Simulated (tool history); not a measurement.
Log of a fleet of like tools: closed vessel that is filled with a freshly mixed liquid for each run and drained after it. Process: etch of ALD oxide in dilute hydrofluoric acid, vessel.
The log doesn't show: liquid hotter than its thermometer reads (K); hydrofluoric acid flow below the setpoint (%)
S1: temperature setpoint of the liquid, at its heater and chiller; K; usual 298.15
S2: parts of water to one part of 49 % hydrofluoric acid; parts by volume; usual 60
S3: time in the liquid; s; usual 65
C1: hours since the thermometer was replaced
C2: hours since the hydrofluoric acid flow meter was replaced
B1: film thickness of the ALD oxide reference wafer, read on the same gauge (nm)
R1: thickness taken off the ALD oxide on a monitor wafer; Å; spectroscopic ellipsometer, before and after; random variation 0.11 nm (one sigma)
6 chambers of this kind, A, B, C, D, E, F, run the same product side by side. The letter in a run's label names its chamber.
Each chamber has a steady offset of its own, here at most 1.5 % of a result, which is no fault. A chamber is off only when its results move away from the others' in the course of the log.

run	hour	S1	S2	S3	C1	C2	B1	R1
1E	9.1	298.15	60	65	1020.6	135.6	129.96	131.17
2F	19.2	298.15	60	65	418.5	716.3	130.04	132.98
3C	30.1	298.15	60	65	447.7	351.8	130.03	130.08
4D	38.4	298.15	60	65	685.9	901.2	130.00	130.84
5B	51.0	298.15	60	65	283.4	1042.5	130.04	129.85
6A	62.7	298.15	60	65	396.6	1041.0	129.99	131.13
7C	75.1	298.15	60	65	492.7	396.8	130.00	129.42
8A	86.3	298.15	60	65	420.2	1064.6	130.00	127.37
9E	95.4	298.15	60	65	1106.9	221.9	130.03	133.70
10B	104.3	298.15	60	65	336.7	1095.8	130.00	132.12
11D	113.1	298.15	60	65	760.6	975.9	129.99	131.65
12F	120.9	298.15	60	65	520.2	818.0	130.01	132.92
13E	130.3	298.15	60	65	1141.8	256.8	130.02	134.30
14C	142.2	298.15	60	65	559.8	463.9	129.98	130.61
15B	155.6	298.15	60	65	388.0	1147.1	129.98	132.35
16F	164.7	298.15	60	65	564.0	861.8	130.03	133.18
17A	176.3	295.65	60	65	510.2	1154.6	130.02	117.84
18D	187.0	295.65	60	65	834.5	1049.8	130.03	117.99
19A	199.1	295.65	60	65	533.0	1177.4	129.99	117.61
20C	207.6	295.65	60	65	625.2	529.3	129.98	119.59
21B	214.3	295.65	60	65	446.7	1205.8	130.01	119.72
22F	227.9	295.65	60	65	627.2	925.0	130.01	120.59
23E	236.2	298.15	60	65	1247.7	362.7	130.02	132.34
24D	243.3	298.15	60	65	890.8	1106.1	130.00	130.23
25C	255.5	298.15	60	65	673.1	577.2	130.04	133.21
26A	263.2	298.15	60	65	597.1	1241.5	130.01	129.19
27E	270.7	298.15	60	65	1282.2	397.2	130.00	132.98
28D	276.7	298.15	60	65	924.2	1139.5	130.01	130.72
29B	285.1	298.15	60	65	517.5	1276.6	129.98	131.81
30F	296.1	298.15	60	65	695.4	993.2	129.97	131.62
# hour 302.4: chamber A: hydrofluoric acid flow meter replaced
# hour 308.0: chamber B: hydrofluoric acid flow meter replaced
31F	308.8	298.15	60	65	708.1	1005.9	129.98	132.83
32E	315.1	300.15	60	65	1326.6	441.6	130.03	140.17
# hour 322.3: chamber D: thermometer replaced
33C	327.5	300.15	60	65	745.1	649.2	130.00	148.43
34A	338.2	300.15	60	65	672.1	35.9	129.99	140.85
35B	348.0	300.15	60	65	580.4	40.1	130.00	140.39
36D	356.6	300.15	60	65	34.4	1219.4	129.98	143.28
37E	367.3	300.15	60	65	1378.8	493.8	130.02	146.07
38A	378.3	298.15	60	65	712.2	76.0	130.04	131.14
39B	389.9	294.65	60	65	622.3	82.0	130.00	113.61
40D	402.6	294.65	60	65	80.4	1265.4	130.01	112.80

What goes on in this fleet: one chamber off, a drifting gauge, or nothing beyond the chambers' own small offsets? Name the chamber and the cause, if any.

Chamber C drifts away from the others.
Cause: liquid hotter than its thermometer reads (K) = 2.46.
The log may not tell that from: hydrofluoric acid flow above the setpoint (%).

Here are 4 candidates for chamber C's next run, each the usual settings with a change, their results left as question marks. Which one brings its results back in line with what the others give on the usual settings?
In line means no further than this from the other chambers' mean on the usual settings: R1 4.10 Å
41C-1	412.5	298.15	65	65				?
41C-2	412.5	297.65	60	65				?
41C-3	412.5	298.65	60	65				?
41C-4	412.5	298.15	60	70				?

The other chambers' mean on the usual settings: R1 131.67 Å
run	R1
41C-1	131.29
41C-2	140.50
41C-3	146.19
41C-4	154.35
41C-1 brings the chamber back in line.

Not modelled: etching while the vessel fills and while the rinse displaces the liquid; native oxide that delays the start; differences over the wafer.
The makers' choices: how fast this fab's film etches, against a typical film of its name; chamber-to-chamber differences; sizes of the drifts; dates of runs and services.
